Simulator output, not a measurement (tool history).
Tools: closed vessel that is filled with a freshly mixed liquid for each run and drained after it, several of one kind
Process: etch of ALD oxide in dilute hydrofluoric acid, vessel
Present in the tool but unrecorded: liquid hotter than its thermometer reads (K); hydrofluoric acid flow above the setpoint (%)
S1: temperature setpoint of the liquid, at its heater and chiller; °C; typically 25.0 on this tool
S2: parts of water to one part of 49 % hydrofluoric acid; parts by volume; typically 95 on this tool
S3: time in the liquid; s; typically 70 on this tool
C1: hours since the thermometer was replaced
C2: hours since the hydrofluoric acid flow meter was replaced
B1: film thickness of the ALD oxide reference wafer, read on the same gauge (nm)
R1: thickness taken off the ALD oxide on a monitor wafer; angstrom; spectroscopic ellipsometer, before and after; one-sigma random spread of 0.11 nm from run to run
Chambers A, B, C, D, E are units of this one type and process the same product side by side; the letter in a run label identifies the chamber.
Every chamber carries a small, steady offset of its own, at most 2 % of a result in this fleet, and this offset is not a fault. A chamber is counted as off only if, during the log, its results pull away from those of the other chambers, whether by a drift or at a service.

run,hour,S1,S2,S3,C1,C2,B1,R1
1E,13.0,25.0,95,70,615.5,683.3,80.001,190.640
2C,19.0,25.0,95,70,601.5,1048.7,79.977,197.160
3A,27.8,25.0,95,70,71.5,960.5,79.976,198.770
4B,35.1,25.0,95,70,873.0,449.2,79.978,198.300
5D,42.3,25.0,95,70,1027.8,602.6,79.982,196.860
6E,51.9,28.5,95,105,654.4,722.2,79.980,329.100
7D,64.2,28.5,95,105,1049.7,624.5,80.039,336.090
8B,72.1,28.5,95,105,910.0,486.2,79.994,334.610
# hour 73.7: chamber B: thermometer replaced
9A,78.4,28.5,95,105,122.1,1011.1,79.988,332.550
10C,87.3,28.5,95,105,669.8,1117.0,80.006,340.320
11E,96.2,25.0,95,70,698.7,766.5,80.037,192.380
12A,106.2,25.0,140,95,149.9,1038.9,79.987,170.990
13C,114.7,25.0,140,95,697.2,1144.4,80.009,173.050
# hour 118.6: chamber C: thermometer replaced
14B,121.4,25.0,140,95,47.8,535.5,79.946,171.890
15D,133.4,25.0,140,95,1118.9,693.7,79.985,170.340
16C,140.7,25.0,140,95,22.2,1170.4,79.978,170.170
17D,151.2,22.0,95,85,1136.7,711.5,80.031,212.440
18A,161.0,22.0,95,85,204.7,1093.7,80.081,210.560
19B,173.0,22.0,95,85,99.4,587.1,80.014,212.260
20E,180.3,22.0,95,85,782.8,850.6,79.960,207.830
21E,187.7,22.0,95,85,790.2,858.0,79.985,207.880
22C,198.5,25.0,95,70,80.0,1228.2,80.029,195.930
23A,211.4,25.0,95,35,255.1,1144.1,79.957,98.201
# hour 222.2: chamber D: thermometer replaced
24B,222.7,25.0,95,35,149.1,636.8,79.983,98.223
25D,229.7,25.0,95,35,7.6,790.0,79.953,97.087
26B,241.8,25.0,95,35,168.2,655.9,79.975,98.244
27E,250.2,25.0,95,35,852.7,920.5,79.990,97.121
28A,262.1,25.0,95,70,305.8,1194.8,80.015,194.620
29C,274.4,25.0,95,70,155.9,1304.1,79.986,196.690
30D,286.8,28.5,45,70,64.7,847.1,80.013,512.530
31E,294.4,28.5,45,70,896.9,964.7,79.999,484.930
32D,304.6,28.5,45,70,82.5,864.9,79.959,513.300
33B,310.6,28.5,45,70,237.0,724.7,80.012,499.590
34C,321.9,28.5,45,70,203.4,1351.6,79.975,512.730
35A,331.7,25.0,95,70,375.4,1264.4,80.010,195.790
36C,343.5,25.0,95,70,225.0,1373.2,80.021,198.160
37E,353.6,25.0,95,70,956.1,1023.9,80.018,192.740
38B,364.9,25.0,95,70,291.3,779.0,79.974,197.090
39D,371.3,25.0,115,35,149.2,931.6,79.995,78.757
40A,381.5,25.0,115,35,425.2,1314.2,80.016,79.036
41D,392.0,25.0,115,35,169.9,952.3,80.058,78.223

The same settings go to every chamber for the next run, one line per chamber below. Forecast the results for each:
42A,401.4,25.0,95,70,,,,?
42B,401.4,25.0,95,70,,,,?
42C,401.4,25.0,95,70,,,,?
42D,401.4,25.0,95,70,,,,?
42E,401.4,25.0,95,70,,,,?

run,R1
42A,197.300
42B,196.820
42C,196.610
42D,196.150
42E,193.740

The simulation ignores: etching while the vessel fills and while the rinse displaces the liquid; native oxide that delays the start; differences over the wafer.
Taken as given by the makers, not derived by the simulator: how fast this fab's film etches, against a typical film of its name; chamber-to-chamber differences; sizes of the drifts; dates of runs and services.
